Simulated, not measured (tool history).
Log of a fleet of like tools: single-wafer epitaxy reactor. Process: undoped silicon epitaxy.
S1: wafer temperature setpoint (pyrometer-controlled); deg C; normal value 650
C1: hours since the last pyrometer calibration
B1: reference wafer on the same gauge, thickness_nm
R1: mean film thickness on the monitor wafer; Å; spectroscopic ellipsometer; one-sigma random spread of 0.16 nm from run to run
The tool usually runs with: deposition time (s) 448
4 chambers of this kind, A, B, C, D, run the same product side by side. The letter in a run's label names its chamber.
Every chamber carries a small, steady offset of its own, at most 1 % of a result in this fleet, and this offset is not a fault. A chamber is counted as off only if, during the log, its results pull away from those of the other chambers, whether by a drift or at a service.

Run 1C, hour 8.0: usual settings; C1 1040.5; B1 76.401. Result: R1 755.76 Å.
Run 2B, hour 12.2: usual settings; C1 969.2; B1 76.345. Result: R1 747.93 Å.
Run 3A, hour 17.5: usual settings; C1 834.6; B1 76.423. Result: R1 754.68 Å.
Run 4D, hour 26.3: usual settings; C1 1090.1; B1 76.427. Result: R1 756.68 Å.
Run 5B, hour 33.1: usual settings; C1 990.1; B1 76.366. Result: R1 748.40 Å.
Run 6A, hour 38.5: usual settings; C1 855.6; B1 76.430. Result: R1 755.26 Å.
Run 7C, hour 45.9: usual settings; C1 1078.4; B1 76.406. Result: R1 754.27 Å.
Run 8D, hour 54.6: usual settings but S1 640 deg C, deposition time (s) 478; C1 1118.4; B1 76.446. Result: R1 640.87 Å.
Run 9C, hour 59.5: usual settings but S1 640 deg C, deposition time (s) 478; C1 1092.0; B1 76.430. Result: R1 646.52 Å.
Run 10D, hour 66.2: usual settings but S1 640 deg C, deposition time (s) 478; C1 1130.0; B1 76.396. Result: R1 644.44 Å.
Run 11B, hour 74.9: usual settings but S1 640 deg C, deposition time (s) 478; C1 1031.9; B1 76.379. Result: R1 640.03 Å.
Run 12A, hour 82.6: usual settings; C1 899.7; B1 76.422. Result: R1 753.36 Å.
Run 13C, hour 91.5: usual settings; C1 1124.0; B1 76.408. Result: R1 756.66 Å.
Run 14D, hour 98.2: usual settings; C1 1162.0; B1 76.446. Result: R1 754.88 Å.
Run 15A, hour 106.6: usual settings; C1 923.7; B1 76.409. Result: R1 746.91 Å.
Run 16B, hour 111.0: usual settings; C1 1068.0; B1 76.418. Result: R1 749.37 Å.
Run 17D, hour 118.7: usual settings; C1 1182.5; B1 76.380. Result: R1 756.79 Å.
Run 18B, hour 124.6: usual settings; C1 1081.6; B1 76.411. Result: R1 747.52 Å.
Run 19A, hour 130.3: usual settings; C1 947.4; B1 76.406. Result: R1 747.45 Å.
Run 20C, hour 137.9: usual settings; C1 1170.4; B1 76.412. Result: R1 756.64 Å.
Run 21D, hour 142.6: usual settings; C1 1206.4; B1 76.360. Result: R1 755.29 Å.
Run 22B, hour 147.7: usual settings; C1 1104.7; B1 76.427. Result: R1 749.71 Å.
Run 23C, hour 152.9: usual settings; C1 1185.4; B1 76.426. Result: R1 754.52 Å.
Run 24A, hour 159.1: usual settings but S1 642 deg C, deposition time (s) 525; C1 976.2; B1 76.408. Result: R1 730.27 Å.
Run 25A, hour 167.9: usual settings but S1 642 deg C, deposition time (s) 525; C1 985.0; B1 76.354. Result: R1 731.17 Å.
Run 26B, hour 172.2: usual settings but S1 642 deg C, deposition time (s) 525; C1 1129.2; B1 76.414. Result: R1 735.78 Å.
Run 27D, hour 180.2: usual settings but S1 642 deg C, deposition time (s) 525; C1 1244.0; B1 76.449. Result: R1 741.08 Å.
Run 28C, hour 189.2: usual settings; C1 1221.7; B1 76.446. Result: R1 757.35 Å.
Run 29A, hour 196.6: usual settings but S1 655 deg C; C1 1013.7; B1 76.414. Result: R1 823.87 Å.
Run 30C, hour 204.8: usual settings but S1 655 deg C; C1 1237.3; B1 76.400. Result: R1 841.51 Å.
Run 31D, hour 210.5: usual settings but S1 655 deg C; C1 1274.3; B1 76.438. Result: R1 840.76 Å.
Run 32B, hour 216.0: usual settings but S1 655 deg C; C1 1173.0; B1 76.405. Result: R1 835.84 Å.
Run 33A, hour 220.2: usual settings; C1 1037.3; B1 76.397. Result: R1 737.73 Å.
Run 34B, hour 226.6: usual settings; C1 1183.6; B1 76.382. Result: R1 749.57 Å.
Run 35C, hour 232.9: usual settings but S1 645 deg C, deposition time (s) 411; C1 1265.4; B1 76.400. Result: R1 622.27 Å.

All chambers now run identical settings, listed one chamber a line with results as question marks. What results will each chamber show?
Run 36A, hour 239.5: usual settings but deposition time (s) 402. Result: R1 ?.
Run 36B, hour 239.5: usual settings but deposition time (s) 402. Result: R1 ?.
Run 36C, hour 239.5: usual settings but deposition time (s) 402. Result: R1 ?.
Run 36D, hour 239.5: usual settings but deposition time (s) 402. Result: R1 ?.

run      R1
36A  663.86
36B  670.05
36C  678.58
36D  677.96
